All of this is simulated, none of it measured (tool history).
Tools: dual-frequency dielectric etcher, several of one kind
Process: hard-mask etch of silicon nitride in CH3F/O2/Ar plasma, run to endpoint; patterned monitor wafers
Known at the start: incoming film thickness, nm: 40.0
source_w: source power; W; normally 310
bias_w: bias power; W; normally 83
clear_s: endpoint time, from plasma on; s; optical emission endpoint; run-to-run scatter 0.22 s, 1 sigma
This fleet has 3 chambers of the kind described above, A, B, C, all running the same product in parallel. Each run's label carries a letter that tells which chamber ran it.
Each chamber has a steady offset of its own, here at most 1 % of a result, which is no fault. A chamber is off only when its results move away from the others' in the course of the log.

run   hour  source_w  bias_w  clear_s
 1A    5.1       310      83   60.061
       8.2  -- chamber C: wet clean of the chamber
 2B    9.5       310      83   60.893
 3C   18.1       310      83   60.297
 4C   25.9       310      83   60.165
 5B   33.8       310      83   61.123
 6A   40.3       310      83   60.072
 7C   48.0       290      83   61.982
 8A   54.5       290      83   61.831
 9B   60.9       290      83   62.881
10C   68.9       310      83   60.185
11B   73.2       310      83   61.592
12A   80.6       310      90   58.176
13C   87.8       310      90   58.778
14B   96.7       310      90   59.572
15A  101.6       310      83   60.153
16B  107.5       310      83   60.971
17A  113.8       310      83   60.093
     114.0  -- chamber A: wet clean of the chamber
18C  119.1       250      83   65.015
19A  123.9       250      83   65.122
20B  129.8       250      83   66.565
21C  137.4       310      83   59.868
22B  144.8       310      83   61.373
23C  153.7       310      83   59.922
24A  159.1       310      76   62.162
25C  166.2       310      76   61.944
26B  173.7       310      76   63.944
27A  179.3       310      83   60.400
28A  185.5       310      83   59.930
29B  189.9       280      70   68.658
30C  196.4       280      70   66.483
31A  202.1       280      70   66.497
32C  209.6       310      83   59.760
33B  214.9       310      83   62.304
34B  220.2       310      83   62.495
35C  228.9       310      83   60.340
36A  237.7       310      83   60.363

Next, every chamber runs the same settings. What will each give?
37A  244.2       260      83        ?
37B  244.2       260      83        ?
37C  244.2       260      83        ?

run  clear_s
37A   64.211
37B   66.932
37C   64.224

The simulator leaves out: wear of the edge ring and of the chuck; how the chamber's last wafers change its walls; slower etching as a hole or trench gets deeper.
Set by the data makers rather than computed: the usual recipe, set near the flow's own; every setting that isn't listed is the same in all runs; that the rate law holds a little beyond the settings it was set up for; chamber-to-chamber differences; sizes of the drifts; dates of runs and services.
